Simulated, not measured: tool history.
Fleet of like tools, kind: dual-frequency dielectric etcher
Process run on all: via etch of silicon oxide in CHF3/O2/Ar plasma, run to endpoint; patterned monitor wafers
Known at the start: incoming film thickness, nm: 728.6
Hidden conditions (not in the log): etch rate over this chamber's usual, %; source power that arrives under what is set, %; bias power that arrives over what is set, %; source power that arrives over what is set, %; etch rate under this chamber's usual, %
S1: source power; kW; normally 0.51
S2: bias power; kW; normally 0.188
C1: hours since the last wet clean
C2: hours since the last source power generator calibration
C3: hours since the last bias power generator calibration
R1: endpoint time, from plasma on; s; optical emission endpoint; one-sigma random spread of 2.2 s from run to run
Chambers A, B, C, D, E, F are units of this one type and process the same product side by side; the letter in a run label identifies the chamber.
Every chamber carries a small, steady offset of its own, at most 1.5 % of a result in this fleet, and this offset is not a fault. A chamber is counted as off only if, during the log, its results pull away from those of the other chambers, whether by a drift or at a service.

run 1A day=0.308 | S1=0.51 S2=0.188 | C1=324.5 C2=2630.2 C3=2114.1 | R1=389.55
run 2E day=0.621 | S1=0.51 S2=0.188 | C1=372.1 C2=1486.8 C3=4447.8 | R1=380.21
-- day=0.658 chamber F: wet clean of the chamber
run 3B day=0.917 | S1=0.51 S2=0.188 | C1=387.3 C2=4259.1 C3=384.9 | R1=390.53
run 4F day=1.162 | S1=0.51 S2=0.188 | C1=12.1 C2=265 C3=48.6 | R1=390.17
run 5D day=1.317 | S1=0.51 S2=0.188 | C1=198.3 C2=3073.8 C3=4887.3 | R1=383.78
run 6C day=1.542 | S1=0.39 S2=0.226 | C1=198.7 C2=2561.4 C3=1525.2 | R1=402.12
run 7D day=1.883 | S1=0.39 S2=0.226 | C1=211.9 C2=3087.4 C3=4900.9 | R1=393.45
run 8F day=2.092 | S1=0.39 S2=0.226 | C1=34.4 C2=287.3 C3=70.9 | R1=408.39
run 9E day=2.346 | S1=0.39 S2=0.226 | C1=413.5 C2=1528.2 C3=4489.2 | R1=397.53
run 10A day=2.658 | S1=0.39 S2=0.226 | C1=380.9 C2=2686.6 C3=2170.5 | R1=402.41
run 11C day=2.908 | S1=0.39 S2=0.226 | C1=231.5 C2=2594.2 C3=1558 | R1=401.3
run 12B day=3.212 | S1=0.51 S2=0.188 | C1=442.4 C2=4314.2 C3=440 | R1=388.79
run 13D day=3.417 | S1=0.47 S2=0.188 | C1=248.7 C2=3124.2 C3=4937.7 | R1=390.89
run 14C day=3.621 | S1=0.47 S2=0.188 | C1=248.6 C2=2611.3 C3=1575.1 | R1=397.38
run 15A day=3.838 | S1=0.47 S2=0.188 | C1=409.2 C2=2714.9 C3=2198.8 | R1=397.02
run 16B day=4.196 | S1=0.47 S2=0.188 | C1=466 C2=4337.8 C3=463.6 | R1=403.85
run 17F day=4.425 | S1=0.47 S2=0.188 | C1=90.4 C2=343.3 C3=126.9 | R1=403.41
run 18E day=4.725 | S1=0.47 S2=0.188 | C1=470.6 C2=1585.3 C3=4546.3 | R1=395.87
run 19B day=4.917 | S1=0.51 S2=0.188 | C1=483.3 C2=4355.1 C3=480.9 | R1=387.18
run 20E day=5.15 | S1=0.51 S2=0.188 | C1=480.8 C2=1595.5 C3=4556.5 | R1=384
run 21F day=5.379 | S1=0.61 S2=0.215 | C1=113.3 C2=366.2 C3=149.8 | R1=346.09
run 22C day=5.612 | S1=0.61 S2=0.215 | C1=296.4 C2=2659.1 C3=1622.9 | R1=342.41
run 23A day=5.954 | S1=0.61 S2=0.215 | C1=460 C2=2765.7 C3=2249.6 | R1=344.72
-- day=6.075 chamber B: wet clean of the chamber
run 24D day=6.3 | S1=0.61 S2=0.215 | C1=317.9 C2=3193.4 C3=5006.9 | R1=334.22
-- day=6.525 chamber B: source power generator calibrated
run 25A day=6.608 | S1=0.61 S2=0.215 | C1=475.7 C2=2781.4 C3=2265.3 | R1=344.09
run 26E day=6.817 | S1=0.61 S2=0.215 | C1=520.8 C2=1635.5 C3=4596.5 | R1=342.61
run 27C day=7.029 | S1=0.51 S2=0.166 | C1=330.4 C2=2693.1 C3=1656.9 | R1=406.51
-- day=7.275 chamber E: wet clean of the chamber
run 28B day=7.304 | S1=0.51 S2=0.166 | C1=29.6 C2=18.7 C3=538.2 | R1=408.1
run 29D day=7.558 | S1=0.51 S2=0.166 | C1=348.1 C2=3223.6 C3=5037.1 | R1=388.2
run 30F day=7.896 | S1=0.51 S2=0.166 | C1=173.7 C2=426.6 C3=210.2 | R1=405.57
run 31B day=8.092 | S1=0.51 S2=0.166 | C1=48.5 C2=37.6 C3=557.1 | R1=409.9
-- day=8.096 chamber D: bias power generator calibrated
run 32E day=8.442 | S1=0.51 S2=0.166 | C1=28 C2=1674.5 C3=4635.5 | R1=396.84
run 33F day=8.738 | S1=0.51 S2=0.188 | C1=193.9 C2=446.8 C3=230.4 | R1=391.04
-- day=8.942 chamber A: wet clean of the chamber
run 34C day=9.054 | S1=0.51 S2=0.188 | C1=379 C2=2741.7 C3=1705.5 | R1=388.04
run 35D day=9.217 | S1=0.51 S2=0.188 | C1=387.9 C2=3263.4 C3=26.9 | R1=367.96
run 36A day=9.562 | S1=0.51 S2=0.188 | C1=14.9 C2=2852.3 C3=2336.2 | R1=383.99
run 37B day=9.8 | S1=0.51 S2=0.188 | C1=89.5 C2=78.6 C3=598.1 | R1=392.54

All 6 chambers run these settings next. Forecast each chamber's results:
run 38A day=10.058 | S1=0.51 S2=0.188 | R1=?
run 38B day=10.058 | S1=0.51 S2=0.188 | R1=?
run 38C day=10.058 | S1=0.51 S2=0.188 | R1=?
run 38D day=10.058 | S1=0.51 S2=0.188 | R1=?
run 38E day=10.058 | S1=0.51 S2=0.188 | R1=?
run 38F day=10.058 | S1=0.51 S2=0.188 | R1=?

run=38A R1=388.21
run=38B R1=391.98
run=38C R1=387.51
run=38D R1=363.36
run=38E R1=380.36
run=38F R1=394.2
